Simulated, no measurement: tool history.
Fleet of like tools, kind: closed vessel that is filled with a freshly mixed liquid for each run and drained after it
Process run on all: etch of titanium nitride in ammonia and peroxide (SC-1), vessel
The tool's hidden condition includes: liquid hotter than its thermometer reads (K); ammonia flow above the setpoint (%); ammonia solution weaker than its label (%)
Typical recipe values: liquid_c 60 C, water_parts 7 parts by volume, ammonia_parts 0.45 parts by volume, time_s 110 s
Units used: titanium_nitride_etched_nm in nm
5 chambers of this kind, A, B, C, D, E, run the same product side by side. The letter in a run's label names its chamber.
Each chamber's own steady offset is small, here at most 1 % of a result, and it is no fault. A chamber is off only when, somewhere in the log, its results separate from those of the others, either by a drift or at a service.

| run | hour | liquid_c | water_parts | ammonia_parts | time_s | hours since the thermometer was replaced | hours since the ammonia flow meter was replaced | hours since the drum of ammonia solution was connected | read-back film thickness of the titanium nitride reference wafer, read on the same gauge (nm) | titanium_nitride_etched_nm |
|---|---|---|---|---|---|---|---|---|---|---|
| 1E | 5.7 | 60 | 7 | 0.45 | 110 | 619.1 | 455 | 219.9 | 140.02 | 17.857 |
| 2C | 11.1 | 60 | 7 | 0.45 | 110 | 921.5 | 1597.7 | 134 | 140 | 17.953 |
| 3B | 17.1 | 60 | 7 | 0.45 | 110 | 701.2 | 108.2 | 252.1 | 140.02 | 17.957 |
| 4D | 22.1 | 60 | 7 | 0.45 | 110 | 1532.1 | 356.7 | 195.4 | 139.97 | 17.927 |
| 5A | 25.6 | 60 | 7 | 0.45 | 110 | 365.2 | 194 | 301.8 | 139.99 | 17.925 |
| 6D | 30.7 | 60 | 7 | 0.45 | 110 | 1540.7 | 365.3 | 204 | 140.02 | 17.826 |
| 7B | 35.5 | 60 | 7 | 0.45 | 110 | 719.6 | 126.6 | 270.5 | 140.02 | 17.808 |
| 8E | 42.5 | 60 | 7 | 0.45 | 110 | 655.9 | 491.8 | 256.7 | 140.03 | 17.893 |
| 9A | 46.9 | 60 | 7 | 0.45 | 110 | 386.5 | 215.3 | 323.1 | 140.02 | 17.946 |
| 10C | 52.7 | 60 | 7 | 0.45 | 110 | 963.1 | 1639.3 | 175.6 | 140.03 | 17.812 |
| 11D | 59.7 | 60 | 7 | 0.45 | 110 | 1569.7 | 394.3 | 233 | 139.99 | 17.942 |
| 12E | 63.4 | 60 | 7 | 0.45 | 110 | 676.8 | 512.7 | 277.6 | 140.01 | 17.748 |
| 13C | 68.4 | 60 | 5 | 0.45 | 110 | 978.8 | 1655 | 191.3 | 140.01 | 20.994 |
| 14A | 72.6 | 60 | 5 | 0.45 | 110 | 412.2 | 241 | 348.8 | 139.99 | 21.243 |
| 15B | 79.6 | 60 | 5 | 0.45 | 110 | 763.7 | 170.7 | 314.6 | 139.99 | 20.868 |
| 16E | 84.6 | 60 | 5 | 0.45 | 110 | 698 | 533.9 | 298.8 | 140 | 20.894 |
| 17A | 91.2 | 60 | 5 | 0.45 | 110 | 430.8 | 259.6 | 367.4 | 140 | 21.232 |
|  | 95.1 | chamber C: thermometer replaced |
| 18D | 97 | 60 | 7 | 0.5 | 55 | 1607 | 431.6 | 270.3 | 139.97 | 9.1999 |
| 19B | 101.6 | 60 | 7 | 0.5 | 55 | 785.7 | 192.7 | 336.6 | 139.99 | 9.1408 |
| 20C | 107.9 | 60 | 7 | 0.5 | 55 | 12.9 | 1694.5 | 230.8 | 139.99 | 9.1386 |
| 21B | 113.9 | 60 | 7 | 0.5 | 55 | 798 | 205 | 348.9 | 140 | 9.1434 |
| 22C | 119.6 | 60 | 7 | 0.5 | 55 | 24.6 | 1706.2 | 242.5 | 140.03 | 9.1244 |
| 23E | 126.2 | 60 | 7 | 0.45 | 50 | 739.6 | 575.5 | 340.4 | 140.01 | 8.0941 |
|  | 127.5 | chamber E: new drum of ammonia solution connected |
| 24A | 129.4 | 60 | 7 | 0.45 | 50 | 469 | 297.8 | 405.6 | 139.97 | 8.0961 |
| 25D | 134.2 | 60 | 7 | 0.45 | 50 | 1644.2 | 468.8 | 307.5 | 140.04 | 8.2541 |
| 26D | 139.3 | 60 | 7 | 0.45 | 50 | 1649.3 | 473.9 | 312.6 | 140.01 | 8.3011 |
|  | 140.9 | chamber B: new drum of ammonia solution connected |
| 27A | 145 | 60 | 7 | 0.45 | 50 | 484.6 | 313.4 | 421.2 | 140.01 | 8.2145 |
| 28E | 149.2 | 60 | 7 | 0.45 | 110 | 762.6 | 598.5 | 21.8 | 140 | 17.723 |
| 29B | 153.9 | 60 | 7 | 0.45 | 110 | 838 | 245 | 13 | 139.96 | 17.937 |
| 30C | 158.5 | 60 | 7 | 0.45 | 110 | 63.5 | 1745.1 | 281.4 | 139.97 | 17.987 |
| 31B | 165.3 | 60 | 7 | 0.45 | 110 | 849.4 | 256.4 | 24.4 | 140 | 18.039 |
| 32A | 170.7 | 60 | 5 | 0.45 | 140 | 510.3 | 339.1 | 446.9 | 140.01 | 26.88 |
| 33D | 176.1 | 60 | 5 | 0.45 | 140 | 1686.1 | 510.7 | 349.4 | 140 | 28.068 |
| 34E | 181.6 | 60 | 5 | 0.45 | 140 | 795 | 630.9 | 54.2 | 139.99 | 26.372 |
| 35C | 186.7 | 60 | 5 | 0.45 | 140 | 91.7 | 1773.3 | 309.6 | 140 | 26.922 |
| 36B | 193.6 | 60 | 5 | 0.45 | 140 | 877.7 | 284.7 | 52.7 | 140.04 | 26.912 |
| 37A | 198.5 | 60 | 7 | 0.45 | 110 | 538.1 | 366.9 | 474.7 | 140 | 17.893 |
| 38C | 204.5 | 60 | 7 | 0.45 | 110 | 109.5 | 1791.1 | 327.4 | 139.96 | 17.74 |
| 39D | 211 | 60 | 7 | 0.45 | 110 | 1721 | 545.6 | 384.3 | 139.98 | 19.033 |
| 40E | 215.3 | 60 | 7 | 0.45 | 110 | 828.7 | 664.6 | 87.9 | 140 | 17.69 |

For the next run the whole fleet of 5 chambers uses the same settings. Give each chamber's results:
| 41A | 220.5 | 60 | 7 | 0.45 | 110 |  |  |  |  | ? |
| 41B | 220.5 | 60 | 7 | 0.45 | 110 |  |  |  |  | ? |
| 41C | 220.5 | 60 | 7 | 0.45 | 110 |  |  |  |  | ? |
| 41D | 220.5 | 60 | 7 | 0.45 | 110 |  |  |  |  | ? |
| 41E | 220.5 | 60 | 7 | 0.45 | 110 |  |  |  |  | ? |

| run | titanium_nitride_etched_nm |
|---|---|
| 41A | 18.008 |
| 41B | 17.879 |
| 41C | 17.986 |
| 41D | 19.046 |
| 41E | 17.912 |
